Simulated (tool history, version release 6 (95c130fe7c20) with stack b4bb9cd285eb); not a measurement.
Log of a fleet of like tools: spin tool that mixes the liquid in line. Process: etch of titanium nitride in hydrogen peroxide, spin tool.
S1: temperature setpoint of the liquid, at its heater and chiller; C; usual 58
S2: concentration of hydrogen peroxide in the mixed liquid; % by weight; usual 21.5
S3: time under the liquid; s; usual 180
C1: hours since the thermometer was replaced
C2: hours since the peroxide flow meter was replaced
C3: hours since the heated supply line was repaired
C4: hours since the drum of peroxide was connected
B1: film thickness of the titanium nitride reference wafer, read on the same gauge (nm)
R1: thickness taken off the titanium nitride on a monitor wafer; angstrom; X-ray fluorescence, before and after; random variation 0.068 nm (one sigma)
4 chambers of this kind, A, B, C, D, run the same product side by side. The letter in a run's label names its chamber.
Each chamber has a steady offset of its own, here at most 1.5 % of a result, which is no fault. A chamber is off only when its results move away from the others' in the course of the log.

run 1B hour=11.8 | S1=58 S2=21.5 S3=180 | C1=1259.7 C2=605.3 C3=2821.1 C4=315.3 | B1=50.006 | R1=111.380
run 2A hour=20.9 | S1=58 S2=21.5 S3=180 | C1=1386.8 C2=337.9 C3=2218.1 C4=373.8 | B1=50.021 | R1=115.020
run 3D hour=29.9 | S1=58 S2=21.5 S3=180 | C1=745.8 C2=516.7 C3=1600.7 C4=289.5 | B1=49.986 | R1=113.450
run 4C hour=39.3 | S1=58 S2=21.5 S3=180 | C1=53.8 C2=773.4 C3=1654.4 C4=490.6 | B1=50.016 | R1=113.870
run 5D hour=46.7 | S1=58 S2=21.5 S3=180 | C1=762.6 C2=533.5 C3=1617.5 C4=306.3 | B1=49.989 | R1=112.620
run 6C hour=61.8 | S1=58 S2=21.5 S3=180 | C1=76.3 C2=795.9 C3=1676.9 C4=513.1 | B1=50.027 | R1=114.590
run 7A hour=72.7 | S1=58 S2=21.5 S3=180 | C1=1438.6 C2=389.7 C3=2269.9 C4=425.6 | B1=49.980 | R1=115.660
-- hour=80.1 chamber D: new drum of peroxide connected
run 8B hour=86.0 | S1=58 S2=21.5 S3=180 | C1=1333.9 C2=679.5 C3=2895.3 C4=389.5 | B1=49.990 | R1=111.400
run 9A hour=100.6 | S1=58 S2=21.5 S3=180 | C1=1466.5 C2=417.6 C3=2297.8 C4=453.5 | B1=49.995 | R1=113.790
run 10D hour=109.0 | S1=58 S2=21.5 S3=180 | C1=824.9 C2=595.8 C3=1679.8 C4=28.9 | B1=50.011 | R1=114.690
run 11B hour=120.5 | S1=58 S2=21.5 S3=180 | C1=1368.4 C2=714.0 C3=2929.8 C4=424.0 | B1=49.999 | R1=111.100
run 12C hour=135.7 | S1=58 S2=21.5 S3=180 | C1=150.2 C2=869.8 C3=1750.8 C4=587.0 | B1=50.003 | R1=113.900
-- hour=140.9 chamber A: peroxide flow meter replaced
run 13B hour=144.8 | S1=58 S2=21.5 S3=180 | C1=1392.7 C2=738.3 C3=2954.1 C4=448.3 | B1=49.989 | R1=112.190
run 14D hour=156.4 | S1=58 S2=21.5 S3=180 | C1=872.3 C2=643.2 C3=1727.2 C4=76.3 | B1=50.018 | R1=113.980
run 15C hour=166.3 | S1=66 S2=21.5 S3=255 | C1=180.8 C2=900.4 C3=1781.4 C4=617.6 | B1=49.999 | R1=270.050
run 16A hour=177.0 | S1=66 S2=21.5 S3=255 | C1=1542.9 C2=36.2 C3=2374.2 C4=529.9 | B1=49.975 | R1=279.560
run 17B hour=192.8 | S1=66 S2=21.5 S3=255 | C1=1440.7 C2=786.3 C3=3002.1 C4=496.3 | B1=49.986 | R1=266.370
run 18D hour=207.9 | S1=66 S2=21.5 S3=255 | C1=923.8 C2=694.7 C3=1778.7 C4=127.8 | B1=50.016 | R1=272.430
run 19C hour=215.2 | S1=58 S2=21.5 S3=230 | C1=229.7 C2=949.3 C3=1830.3 C4=666.5 | B1=49.984 | R1=143.230
run 20A hour=225.5 | S1=58 S2=21.5 S3=230 | C1=1591.4 C2=84.7 C3=2422.7 C4=578.4 | B1=49.981 | R1=147.040
run 21C hour=238.6 | S1=58 S2=21.5 S3=230 | C1=253.1 C2=972.7 C3=1853.7 C4=689.9 | B1=49.995 | R1=140.980
run 22B hour=254.5 | S1=58 S2=21.5 S3=230 | C1=1502.4 C2=848.0 C3=3063.8 C4=558.0 | B1=49.980 | R1=142.700
run 23A hour=269.6 | S1=58 S2=21.5 S3=180 | C1=1635.5 C2=128.8 C3=2466.8 C4=622.5 | B1=50.017 | R1=114.300
run 24D hour=283.1 | S1=58 S2=21.5 S3=180 | C1=999.0 C2=769.9 C3=1853.9 C4=203.0 | B1=49.991 | R1=114.000
run 25D hour=296.6 | S1=58 S2=21.5 S3=180 | C1=1012.5 C2=783.4 C3=1867.4 C4=216.5 | B1=49.999 | R1=113.000
-- hour=301.7 chamber B: peroxide flow meter replaced
run 26B hour=310.7 | S1=58 S2=21.5 S3=180 | C1=1558.6 C2=9.0 C3=3120.0 C4=614.2 | B1=49.985 | R1=111.340
run 27A hour=325.0 | S1=54 S2=21.5 S3=240 | C1=1690.9 C2=184.2 C3=2522.2 C4=677.9 | B1=49.993 | R1=114.700
run 28C hour=336.2 | S1=54 S2=21.5 S3=240 | C1=350.7 C2=1070.3 C3=1951.3 C4=787.5 | B1=49.995 | R1=111.140

All 4 chambers run these settings next. Forecast each chamber's results:
run 29A hour=347.9 | S1=51 S2=21.5 S3=180 | R1=?
run 29B hour=347.9 | S1=51 S2=21.5 S3=180 | R1=?
run 29C hour=347.9 | S1=51 S2=21.5 S3=180 | R1=?
run 29D hour=347.9 | S1=51 S2=21.5 S3=180 | R1=?

run=29A R1=69.645
run=29B R1=68.670
run=29C R1=67.596
run=29D R1=70.559
